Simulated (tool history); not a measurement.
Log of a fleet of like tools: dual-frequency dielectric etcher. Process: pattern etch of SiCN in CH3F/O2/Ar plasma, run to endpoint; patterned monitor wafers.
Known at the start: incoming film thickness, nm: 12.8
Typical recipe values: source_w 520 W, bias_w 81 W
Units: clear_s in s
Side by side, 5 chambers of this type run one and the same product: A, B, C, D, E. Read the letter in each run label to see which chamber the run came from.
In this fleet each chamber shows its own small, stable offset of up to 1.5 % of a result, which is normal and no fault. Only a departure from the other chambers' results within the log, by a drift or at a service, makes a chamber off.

run     day  source_w  bias_w  hours since the last wet clean  hours since the last source power generator calibration  hours since the last bias power generator calibration  clear_s
 1B   0.262       520      81                           235.9                                                   1687.6                                                 1500.1   29.972
 2C   0.525       520      81                           402.9                                                    247.3                                                 1179.4    29.75
 3E   0.854       520      81                           103.1                                                   2524.4                                                  193.1   29.324
 4A   1.042       520      81                           218.6                                                     61.5                                                 4365.5   29.659
 5D   1.333       520      81                             193                                                      763                                                   53.2   29.561
 6E   1.521       520      81                           119.1                                                   2540.4                                                  209.1   29.122
 7A   1.733       520      81                           235.2                                                     78.1                                                 4382.1   29.712
 8B   1.954       520      81                           276.5                                                   1728.2                                                 1540.7   30.101
 9D   2.188       520      81                           213.5                                                    783.5                                                   73.7    29.52
10C   2.383       520      81                           447.5                                                    291.9                                                   1224   29.838
11B   2.717       520      81                           294.8                                                   1746.5                                                   1559   30.296
12A   2.971       520      81                           264.9                                                    107.8                                                 4411.8    29.67
13C   3.208       610      70                           467.3                                                    311.7                                                 1243.8   29.609
14D   3.512       610      70                           245.3                                                    815.3                                                  105.5    29.44
15E   3.746       610      70                           172.5                                                   2593.8                                                  262.5   28.983
16A   4.004       610      70                           289.7                                                    132.6                                                 4436.6   29.263
      4.071  -- chamber B: wet clean of the chamber
17E    4.35       610      70                             187                                                   2608.3                                                    277   28.818
18C   4.583       520      81                           500.3                                                    344.7                                                 1276.8   30.108
19B   4.783       520      81                            17.1                                                   1796.1                                                 1608.6    29.85
20D   4.992       520      81                           280.8                                                    850.8                                                    141   29.626
21B   5.325       520      81                            30.1                                                   1809.1                                                 1621.6   29.818
      5.433  -- chamber C: wet clean of the chamber
22D   5.683       520      68                           297.4                                                    867.4                                                  157.6   31.459
23A   5.962       520      68                           336.7                                                    179.6                                                 4483.6   31.134
      5.967  -- chamber A: bias power generator calibrated
24C   6.325       520      68                            21.4                                                    386.5                                                 1318.6   32.099
25E   6.533       520      68                           239.4                                                   2660.7                                                  329.4   30.988
26B   6.738       520      68                              64                                                     1843                                                 1655.5   32.054
27C   7.079       520      81                            39.5                                                    404.6                                                 1336.7   30.038
28A   7.238       520      81                           367.3                                                    210.2                                                   30.5   29.692
29D   7.421       520      81                           339.1                                                    909.1                                                  199.3    29.76
30E   7.612       520      81                           265.3                                                   2686.6                                                  355.3   29.327
31C   7.942       520      96                            60.2                                                    425.3                                                 1357.4   28.127
32A   8.129       520      96                           388.7                                                    231.6                                                   51.9   27.861
33B   8.475       520      96                           105.7                                                   1884.7                                                 1697.2   27.892
34E   8.725       520      96                             292                                                   2713.3                                                    382   27.586
35D   8.929       520      96                           375.3                                                    945.3                                                  235.5   27.904
36E   9.217       520      81                           303.8                                                   2725.1                                                  393.8   29.266
37B   9.479       520      81                           129.8                                                   1908.8                                                 1721.3   30.005
38D   9.754       520      81                           395.1                                                    965.1                                                  255.3   29.821
39C  10.033       430      81                           110.4                                                    475.5                                                 1407.6   32.043
40A  10.317       430      81                           441.2                                                    284.1                                                  104.4   32.181
41E  10.604       430      81                           337.1                                                   2758.4                                                  427.1   31.409
42D  10.792       430      81                             420                                                      990                                                  280.2   31.999
43A  11.146       430      81                           461.1                                                      304                                                  124.3   32.011

Next, all 5 chambers run the settings below, one line each with question marks for the results. What does each chamber give?
44A  11.408       520      81                                                                                                                                                        ?
44B  11.408       520      81                                                                                                                                                        ?
44C  11.408       520      81                                                                                                                                                        ?
44D  11.408       520      81                                                                                                                                                        ?
44E  11.408       520      81                                                                                                                                                        ?

run  clear_s
44A   29.254
44B   29.762
44C   29.782
44D   29.984
44E   29.433
